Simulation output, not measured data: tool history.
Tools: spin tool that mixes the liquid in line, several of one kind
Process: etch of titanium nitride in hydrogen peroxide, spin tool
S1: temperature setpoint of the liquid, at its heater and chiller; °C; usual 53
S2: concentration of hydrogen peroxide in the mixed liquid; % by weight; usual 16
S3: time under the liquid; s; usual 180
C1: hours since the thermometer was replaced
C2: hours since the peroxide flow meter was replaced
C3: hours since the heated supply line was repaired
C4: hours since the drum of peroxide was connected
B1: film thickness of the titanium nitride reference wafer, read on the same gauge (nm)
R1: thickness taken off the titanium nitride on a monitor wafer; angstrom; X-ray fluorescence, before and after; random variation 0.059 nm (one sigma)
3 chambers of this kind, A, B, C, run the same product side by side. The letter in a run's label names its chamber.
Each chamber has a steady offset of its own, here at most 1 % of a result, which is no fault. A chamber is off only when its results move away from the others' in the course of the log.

run	day	S1	S2	S3	C1	C2	C3	C4	B1	R1
1A	0.433	53	16	180	1835	1084.2	3225.2	584.2	119.99	89.204
2C	0.833	53	16	180	1058.3	1132	2969.1	150.4	119.99	88.248
3B	1.208	53	16	180	582.2	658.1	1071.3	858.1	120	88.717
# day 1.633: chamber A: heated supply line repaired
4B	1.646	53	16	180	592.7	668.6	1081.8	868.6	120.01	87.608
5C	1.996	53	16	180	1086.2	1159.9	2997	178.3	119.98	88.957
# day 2.017: chamber A: new drum of peroxide connected
6A	2.421	53	16	180	1882.7	1131.9	19	9.7	119.98	88.898
7A	2.838	53	16	180	1892.7	1141.9	29	19.7	120.01	89.388
# day 3.058: chamber C: peroxide flow meter replaced
8C	3.225	53	16	265	1115.7	4.1	3026.5	207.8	120	129.19
9B	3.479	53	16	265	636.7	712.6	1125.8	912.6	120	127.32
10A	3.771	53	16	265	1915.1	1164.3	51.4	42.1	120	130.04
11C	4.058	53	16	180	1135.7	24.1	3046.5	227.8	119.99	88.908
12B	4.388	53	16	180	658.5	734.4	1147.6	934.4	120.02	85.756
13B	4.762	53	13	255	667.5	743.4	1156.6	943.4	119.98	113.57
14C	5.183	53	13	255	1162.7	51.1	3073.5	254.8	119.99	119.36
# day 5.312: chamber A: thermometer replaced
15A	5.583	53	13	255	6.5	1207.8	94.9	85.6	119.99	121.49
16B	5.817	53	16	180	692.8	768.7	1181.9	968.7	119.99	83.095
17C	6.067	53	20	180	1183.9	72.3	3094.7	276	119.99	92.469
18A	6.267	53	20	180	22.9	1224.2	111.3	102	120	93.457
19B	6.517	53	20	180	709.6	785.5	1198.7	985.5	120	86.777
20C	6.946	53	16	180	1205	93.4	3115.8	297.1	119.98	88.427

Is one chamber off against the others, does the gauge drift, or is nothing wrong? If a chamber is off, say which, and what the likeliest cause is.

Chamber B drifts away from the others.
Cause: liquid colder than its thermometer reads (K) = 1.14.
The log may not tell that from: temperature lost on the way to the wafer (K).

Here are 4 candidates for chamber B's next run, each the usual settings with a change, their results left as question marks. Which one brings its results back in line with what the others give on the usual settings?
In line means no further than this from the other chambers' mean on the usual settings: R1 2.1 angstrom
21B-1	7.271	53	23	180						?
21B-2	7.271	53	16	165						?
21B-3	7.271	53	16	215						?
21B-4	7.271	50.5	16	180						?

The other chambers' mean on the usual settings: R1 88.585 angstrom
run	R1
21B-1	88.083
21B-2	74.788
21B-3	97.451
21B-4	68.302
21B-1 brings the chamber back in line.
